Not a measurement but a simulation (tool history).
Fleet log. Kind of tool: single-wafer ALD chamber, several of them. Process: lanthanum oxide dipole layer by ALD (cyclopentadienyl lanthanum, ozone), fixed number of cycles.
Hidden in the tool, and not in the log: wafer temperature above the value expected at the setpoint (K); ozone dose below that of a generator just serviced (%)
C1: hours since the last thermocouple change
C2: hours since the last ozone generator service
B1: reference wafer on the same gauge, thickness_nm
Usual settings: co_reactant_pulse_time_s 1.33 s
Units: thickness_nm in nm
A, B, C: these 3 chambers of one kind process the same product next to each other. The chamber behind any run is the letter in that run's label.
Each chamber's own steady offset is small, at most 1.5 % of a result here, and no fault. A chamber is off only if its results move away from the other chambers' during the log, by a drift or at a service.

{"run": "1C", "hour": 9.4, "co_reactant_pulse_time_s": 1.33, "C1": 617.6, "C2": 480.0, "B1": 0.54529, "thickness_nm": 0.53791}
{"run": "2A", "hour": 23.3, "co_reactant_pulse_time_s": 1.33, "C1": 1188.2, "C2": 690.3, "B1": 0.54595, "thickness_nm": 0.53699}
{"run": "3B", "hour": 38.1, "co_reactant_pulse_time_s": 1.33, "C1": 484.3, "C2": 627.2, "B1": 0.54547, "thickness_nm": 0.54376}
{"hour": 42.1, "done": "chamber A: thermocouple changed; heater temperature recalibrated"}
{"run": "4A", "hour": 45.5, "co_reactant_pulse_time_s": 1.33, "C1": 3.4, "C2": 712.5, "B1": 0.54605, "thickness_nm": 0.53602}
{"run": "5B", "hour": 58.2, "co_reactant_pulse_time_s": 1.33, "C1": 504.4, "C2": 647.3, "B1": 0.54602, "thickness_nm": 0.54173}
{"run": "6C", "hour": 68.3, "co_reactant_pulse_time_s": 1.83, "C1": 676.5, "C2": 538.9, "B1": 0.54595, "thickness_nm": 0.56451}
{"run": "7B", "hour": 75.6, "co_reactant_pulse_time_s": 1.83, "C1": 521.8, "C2": 664.7, "B1": 0.54581, "thickness_nm": 0.56408}
{"run": "8C", "hour": 83.7, "co_reactant_pulse_time_s": 1.83, "C1": 691.9, "C2": 554.3, "B1": 0.54634, "thickness_nm": 0.56186}
{"run": "9A", "hour": 97.4, "co_reactant_pulse_time_s": 1.33, "C1": 55.3, "C2": 764.4, "B1": 0.54601, "thickness_nm": 0.53309}
{"run": "10B", "hour": 111.6, "co_reactant_pulse_time_s": 1.33, "C1": 557.8, "C2": 700.7, "B1": 0.54644, "thickness_nm": 0.54124}
{"hour": 113.4, "done": "chamber A: ozone generator serviced"}
{"run": "11A", "hour": 118.7, "co_reactant_pulse_time_s": 1.33, "C1": 76.6, "C2": 5.3, "B1": 0.54609, "thickness_nm": 0.53352}
{"run": "12C", "hour": 126.1, "co_reactant_pulse_time_s": 1.33, "C1": 734.3, "C2": 596.7, "B1": 0.54627, "thickness_nm": 0.54091}
{"run": "13A", "hour": 136.0, "co_reactant_pulse_time_s": 1.16, "C1": 93.9, "C2": 22.6, "B1": 0.54568, "thickness_nm": 0.51441}
{"run": "14B", "hour": 147.8, "co_reactant_pulse_time_s": 1.16, "C1": 594.0, "C2": 736.9, "B1": 0.54565, "thickness_nm": 0.52938}
{"run": "15C", "hour": 162.0, "co_reactant_pulse_time_s": 1.16, "C1": 770.2, "C2": 632.6, "B1": 0.54576, "thickness_nm": 0.51409}
{"run": "16B", "hour": 171.7, "co_reactant_pulse_time_s": 1.33, "C1": 617.9, "C2": 760.8, "B1": 0.54601, "thickness_nm": 0.54344}
{"run": "17C", "hour": 183.3, "co_reactant_pulse_time_s": 1.33, "C1": 791.5, "C2": 653.9, "B1": 0.54605, "thickness_nm": 0.53491}
{"run": "18A", "hour": 194.3, "co_reactant_pulse_time_s": 1.33, "C1": 152.2, "C2": 80.9, "B1": 0.54597, "thickness_nm": 0.5377}
{"run": "19C", "hour": 206.4, "co_reactant_pulse_time_s": 1.33, "C1": 814.6, "C2": 677.0, "B1": 0.54609, "thickness_nm": 0.53251}
{"run": "20B", "hour": 215.9, "co_reactant_pulse_time_s": 1.33, "C1": 662.1, "C2": 805.0, "B1": 0.54613, "thickness_nm": 0.54533}
{"run": "21A", "hour": 229.8, "co_reactant_pulse_time_s": 1.33, "C1": 187.7, "C2": 116.4, "B1": 0.5459, "thickness_nm": 0.53868}
{"run": "22C", "hour": 239.6, "co_reactant_pulse_time_s": 1.33, "C1": 847.8, "C2": 710.2, "B1": 0.54638, "thickness_nm": 0.53447}
{"run": "23A", "hour": 249.2, "co_reactant_pulse_time_s": 1.33, "C1": 207.1, "C2": 135.8, "B1": 0.54577, "thickness_nm": 0.53627}
{"run": "24B", "hour": 263.2, "co_reactant_pulse_time_s": 1.33, "C1": 709.4, "C2": 852.3, "B1": 0.54588, "thickness_nm": 0.53958}
{"run": "25B", "hour": 272.1, "co_reactant_pulse_time_s": 1.33, "C1": 718.3, "C2": 861.2, "B1": 0.54591, "thickness_nm": 0.54279}
{"run": "26A", "hour": 282.3, "co_reactant_pulse_time_s": 1.33, "C1": 240.2, "C2": 168.9, "B1": 0.54566, "thickness_nm": 0.54046}
{"run": "27C", "hour": 292.6, "co_reactant_pulse_time_s": 1.33, "C1": 900.8, "C2": 763.2, "B1": 0.54606, "thickness_nm": 0.52648}
{"run": "28C", "hour": 303.9, "co_reactant_pulse_time_s": 1.33, "C1": 912.1, "C2": 774.5, "B1": 0.54599, "thickness_nm": 0.52533}
{"run": "29B", "hour": 316.5, "co_reactant_pulse_time_s": 1.05, "C1": 762.7, "C2": 905.6, "B1": 0.54573, "thickness_nm": 0.5098}
{"run": "30A", "hour": 326.6, "co_reactant_pulse_time_s": 1.05, "C1": 284.5, "C2": 213.2, "B1": 0.54599, "thickness_nm": 0.50047}
{"run": "31B", "hour": 339.4, "co_reactant_pulse_time_s": 1.05, "C1": 785.6, "C2": 928.5, "B1": 0.54577, "thickness_nm": 0.50841}
{"run": "32A", "hour": 354.5, "co_reactant_pulse_time_s": 1.09, "C1": 312.4, "C2": 241.1, "B1": 0.54555, "thickness_nm": 0.51008}
{"run": "33C", "hour": 363.5, "co_reactant_pulse_time_s": 1.09, "C1": 971.7, "C2": 834.1, "B1": 0.54605, "thickness_nm": 0.49929}
{"run": "34A", "hour": 373.9, "co_reactant_pulse_time_s": 1.09, "C1": 331.8, "C2": 260.5, "B1": 0.54554, "thickness_nm": 0.50979}
{"run": "35C", "hour": 382.9, "co_reactant_pulse_time_s": 1.33, "C1": 991.1, "C2": 853.5, "B1": 0.54571, "thickness_nm": 0.52504}
{"run": "36B", "hour": 393.1, "co_reactant_pulse_time_s": 1.33, "C1": 839.3, "C2": 982.2, "B1": 0.54589, "thickness_nm": 0.54262}
{"run": "37C", "hour": 401.0, "co_reactant_pulse_time_s": 1.33, "C1": 1009.2, "C2": 871.6, "B1": 0.54617, "thickness_nm": 0.52099}
{"run": "38B", "hour": 413.8, "co_reactant_pulse_time_s": 1.33, "C1": 860.0, "C2": 1002.9, "B1": 0.54584, "thickness_nm": 0.54224}
{"run": "39A", "hour": 421.5, "co_reactant_pulse_time_s": 1.06, "C1": 379.4, "C2": 308.1, "B1": 0.54646, "thickness_nm": 0.51011}
{"run": "40A", "hour": 435.6, "co_reactant_pulse_time_s": 1.06, "C1": 393.5, "C2": 322.2, "B1": 0.54617, "thickness_nm": 0.50299}
{"run": "41B", "hour": 446.7, "co_reactant_pulse_time_s": 1.06, "C1": 892.9, "C2": 1035.8, "B1": 0.54592, "thickness_nm": 0.50955}

One chamber off, gauge drift, or nothing amiss beyond the chambers' own small offsets? If it is a chamber, which one, and what is the likeliest cause?

One chamber, C, drifts off from the rest bit by bit.
Likeliest cause: ozone dose below that of a generator just serviced (%) = 14.2.

Chamber C could run next with any of the 4 candidate recipes listed below; each alters the usual settings, and their results appear as question marks. Which one brings its results back in line with what the other chambers deliver on the usual settings?
In line here means within this much of the mean the other chambers give on the usual settings: thickness_nm 0.00870 nm
{"run": "42C-1", "hour": 457.6, "co_reactant_pulse_time_s": 1.56, "thickness_nm": "?"}
{"run": "42C-2", "hour": 457.6, "co_reactant_pulse_time_s": 1.28, "thickness_nm": "?"}
{"run": "42C-3", "hour": 457.6, "co_reactant_pulse_time_s": 1.38, "thickness_nm": "?"}
{"run": "42C-4", "hour": 457.6, "co_reactant_pulse_time_s": 1.14, "thickness_nm": "?"}

The mean the other chambers reach with the usual settings: thickness_nm 0.53840 nm
run=42C-1 thickness_nm=0.53763
run=42C-2 thickness_nm=0.51297
run=42C-3 thickness_nm=0.52317
run=42C-4 thickness_nm=0.49539
Change 42C-1 lands the chamber within the allowed miss of the other chambers.

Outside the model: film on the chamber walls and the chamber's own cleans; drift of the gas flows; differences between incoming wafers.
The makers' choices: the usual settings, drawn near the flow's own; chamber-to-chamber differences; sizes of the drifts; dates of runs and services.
